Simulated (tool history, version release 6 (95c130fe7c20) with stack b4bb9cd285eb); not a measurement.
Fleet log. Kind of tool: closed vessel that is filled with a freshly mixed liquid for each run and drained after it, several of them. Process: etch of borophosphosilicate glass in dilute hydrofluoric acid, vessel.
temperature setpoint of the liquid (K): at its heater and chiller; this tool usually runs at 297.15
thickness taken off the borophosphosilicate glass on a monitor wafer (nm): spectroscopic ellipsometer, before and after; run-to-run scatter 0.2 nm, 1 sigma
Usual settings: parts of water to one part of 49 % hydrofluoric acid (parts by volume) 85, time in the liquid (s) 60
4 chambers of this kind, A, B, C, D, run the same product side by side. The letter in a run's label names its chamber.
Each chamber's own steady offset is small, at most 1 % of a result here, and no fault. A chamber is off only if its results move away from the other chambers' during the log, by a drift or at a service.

run	hour	temperature setpoint of the liquid (K)	parts of water to one part of 49 % hydrofluoric acid (parts by volume)	time in the liquid (s)	read-back film thickness of the borophosphosilicate glass reference wafer, read on the same gauge (nm)	thickness taken off the borophosphosilicate glass on a monitor wafer (nm)
1B	7.1	297.15	85	60	90.034	31.440
2A	17.0	297.15	85	60	89.998	31.524
3D	28.3	297.15	85	60	89.981	31.667
4C	39.2	297.15	85	60	89.995	31.751
5B	46.0	297.15	85	60	90.002	31.545
6A	53.9	292.65	65	60	90.027	35.287
7C	60.7	292.65	65	60	90.003	35.711
8D	69.6	292.65	65	60	89.964	34.812
9D	79.3	292.65	65	60	89.951	35.781
10A	88.2	297.15	85	60	89.990	31.511
11C	99.5	293.15	85	70	90.000	31.351
12B	109.8	293.15	85	70	90.035	31.091
13A	116.2	293.15	85	70	90.051	30.848
14C	127.1	293.15	85	70	90.011	31.478
15B	136.6	297.15	85	60	90.018	31.609
16D	146.7	297.15	85	60	90.049	31.511
17D	154.9	297.15	85	60	90.017	31.578
18A	164.0	297.15	100	30	90.022	12.946
19B	175.1	297.15	100	30	89.981	13.233
# hour 178.0: chamber D: thermometer replaced
20C	182.9	297.15	100	30	89.990	13.172
21B	192.2	297.15	100	30	90.003	13.200
22A	204.3	297.15	85	60	90.023	30.598
23D	212.7	297.15	85	60	90.005	31.882
24C	224.5	297.15	100	60	89.998	26.694
25B	233.5	297.15	100	60	90.008	25.939
26D	242.7	297.15	100	60	89.989	26.648
27A	254.5	297.15	100	60	89.982	25.401
28C	264.5	297.15	85	60	89.992	31.747
29C	277.3	297.15	85	60	89.980	31.875
30D	288.9	297.15	85	60	89.996	31.329
31B	301.1	297.15	85	60	89.963	31.317
32A	311.4	297.15	85	60	90.060	30.091
33B	322.7	297.15	85	60	90.022	31.633

The same settings go to every chamber for the next run, one line per chamber below. Forecast the results for each:
34A	331.9	297.15	65	60		?
34B	331.9	297.15	65	60		?
34C	331.9	297.15	65	60		?
34D	331.9	297.15	65	60		?

run	thickness taken off the borophosphosilicate glass on a monitor wafer (nm)
34A	39.662
34B	41.862
34C	42.931
34D	42.826
